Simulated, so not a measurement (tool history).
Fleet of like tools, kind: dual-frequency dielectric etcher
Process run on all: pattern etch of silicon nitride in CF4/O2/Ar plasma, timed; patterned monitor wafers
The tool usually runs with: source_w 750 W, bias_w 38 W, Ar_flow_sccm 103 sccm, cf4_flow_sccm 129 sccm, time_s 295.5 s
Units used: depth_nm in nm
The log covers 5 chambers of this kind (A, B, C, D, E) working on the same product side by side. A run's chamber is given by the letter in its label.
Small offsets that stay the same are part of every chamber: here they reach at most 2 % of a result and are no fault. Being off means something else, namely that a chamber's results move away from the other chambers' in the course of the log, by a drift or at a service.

run,hour,source_w,bias_w,Ar_flow_sccm,cf4_flow_sccm,time_s,hours since the last wet clean,hours since the last source power generator calibration,hours since the last bias power generator calibration,hours since the last Ar flow controller change,hours since the last CF4 flow controller change,"read-back reference wafer on the same gauge, depth_nm",depth_nm
1E,7.4,750,38,103,129,295.5,164.2,4263.9,1956.6,2029.4,687.8,840.44,751.25
2A,17.0,750,38,103,129,295.5,158.5,1315.3,1090.6,851.9,987.4,840.69,739.16
3B,22.5,750,38,103,129,295.5,231.2,1075.5,199.7,1950.3,1209.7,840.38,753.41
4D,30.4,750,38,103,129,295.5,290.2,3316.3,2041.5,2021.5,1566.8,840.34,738.91
5C,37.4,750,38,103,129,295.5,405.5,3543.9,3546.1,40.6,2898.8,839.33,729.30
6A,46.0,750,38,103,129,295.5,187.5,1344.3,1119.6,880.9,1016.4,840.34,742.37
7C,51.2,750,38,103,129,295.5,419.3,3557.7,3559.9,54.4,2912.6,840.22,739.96
8E,58.4,750,38,103,112,295.5,215.2,4314.9,2007.6,2080.4,738.8,839.41,738.52
9B,62.7,750,38,103,112,295.5,271.4,1115.7,239.9,1990.5,1249.9,840.48,739.62
10D,70.3,750,38,103,112,295.5,330.1,3356.2,2081.4,2061.4,1606.7,839.82,728.87
11E,79.8,750,38,103,112,295.5,236.6,4336.3,2029.0,2101.8,760.2,840.07,740.11
12D,84.7,750,38,103,112,295.5,344.5,3370.6,2095.8,2075.8,1621.1,839.60,728.85
13A,89.7,750,38,103,129,295.5,231.2,1388.0,1163.3,924.6,1060.1,840.04,744.29
14B,98.0,750,38,103,129,295.5,306.7,1151.0,275.2,2025.8,1285.2,839.65,756.82
# hour 106.5: chamber C: wet clean of the chamber
15C,107.4,750,38,103,129,295.5,1.0,3613.9,3616.1,110.6,2968.8,840.07,739.40
16A,113.9,750,38,103,129,370.5,255.4,1412.2,1187.5,948.8,1084.3,840.87,928.28
17D,121.2,750,38,103,129,370.5,381.0,3407.1,2132.3,2112.3,1657.6,839.77,931.10
18B,127.1,750,38,103,129,370.5,335.8,1180.1,304.3,2054.9,1314.3,839.40,946.40
19C,136.5,750,38,103,129,370.5,30.1,3643.0,3645.2,139.7,2997.9,840.09,918.89
20E,143.8,750,38,103,129,370.5,300.6,4400.3,2093.0,2165.8,824.2,841.00,944.97
21D,152.8,750,38,103,129,295.5,412.6,3438.7,2163.9,2143.9,1689.2,839.74,742.70
22A,160.0,750,38,103,129,295.5,301.5,1458.3,1233.6,994.9,1130.4,840.10,743.50
23E,166.0,750,38,103,129,295.5,322.8,4422.5,2115.2,2188.0,846.4,839.77,750.96
24B,173.7,750,38,103,129,295.5,382.4,1226.7,350.9,2101.5,1360.9,839.94,759.91
25C,178.6,750,38,103,129,295.5,72.2,3685.1,3687.3,181.8,3040.0,840.60,738.46
26E,186.3,750,38,103,129,295.5,343.1,4442.8,2135.5,2208.3,866.7,840.86,747.00
# hour 190.3: chamber B: wet clean of the chamber
27C,194.2,750,33,125,129,295.5,87.8,3700.7,3702.9,197.4,3055.6,840.31,689.20
28B,202.7,750,33,125,129,295.5,12.5,1255.7,379.9,2130.5,1389.9,839.54,727.42
# hour 207.2: chamber A: wet clean of the chamber
29A,212.2,750,33,125,129,295.5,5.0,1510.5,1285.8,1047.1,1182.6,841.08,686.44
30D,218.4,750,33,125,129,295.5,478.2,3504.3,2229.5,2209.5,1754.8,840.21,694.48
31D,224.6,750,33,125,129,295.5,484.4,3510.5,2235.7,2215.7,1761.0,839.35,690.02
32E,233.6,750,38,103,129,295.5,390.4,4490.1,2182.8,2255.6,914.0,840.64,755.68
33C,238.2,750,38,103,129,244.5,131.8,3744.7,3746.9,241.4,3099.6,839.96,612.59
# hour 241.0: chamber D: CF4 flow controller replaced
34A,245.6,750,38,103,129,244.5,38.4,1543.9,1319.2,1080.5,1216.0,840.58,614.79
35B,254.0,750,38,103,129,244.5,63.8,1307.0,431.2,2181.8,1441.2,839.78,648.35
36A,260.8,750,38,103,129,244.5,53.6,1559.1,1334.4,1095.7,1231.2,840.27,610.76
37E,267.6,750,38,103,129,244.5,424.4,4524.1,2216.8,2289.6,948.0,839.62,620.06
38D,272.4,750,38,103,129,295.5,532.2,3558.3,2283.5,2263.5,31.4,839.29,739.29
39B,277.0,750,38,103,129,295.5,86.8,1330.0,454.2,2204.8,1464.2,840.13,784.32
40C,284.5,750,38,103,129,295.5,178.1,3791.0,3793.2,287.7,3145.9,840.12,731.79
41D,292.2,750,38,103,129,295.5,552.0,3578.1,2303.3,2283.3,51.2,840.11,741.47
42E,300.3,750,38,103,129,295.5,457.1,4556.8,2249.5,2322.3,980.7,839.89,754.40
43B,308.4,750,38,103,129,295.5,118.2,1361.4,485.6,2236.2,1495.6,839.71,778.52

All chambers now run identical settings, listed one chamber a line with results as question marks. What results will each chamber show?
44A,315.4,750,38,103,129,212.0,,,,,,,?
44B,315.4,750,38,103,129,212.0,,,,,,,?
44C,315.4,750,38,103,129,212.0,,,,,,,?
44D,315.4,750,38,103,129,212.0,,,,,,,?
44E,315.4,750,38,103,129,212.0,,,,,,,?

run,depth_nm
44A,530.61
44B,558.94
44C,531.43
44D,529.14
44E,538.28

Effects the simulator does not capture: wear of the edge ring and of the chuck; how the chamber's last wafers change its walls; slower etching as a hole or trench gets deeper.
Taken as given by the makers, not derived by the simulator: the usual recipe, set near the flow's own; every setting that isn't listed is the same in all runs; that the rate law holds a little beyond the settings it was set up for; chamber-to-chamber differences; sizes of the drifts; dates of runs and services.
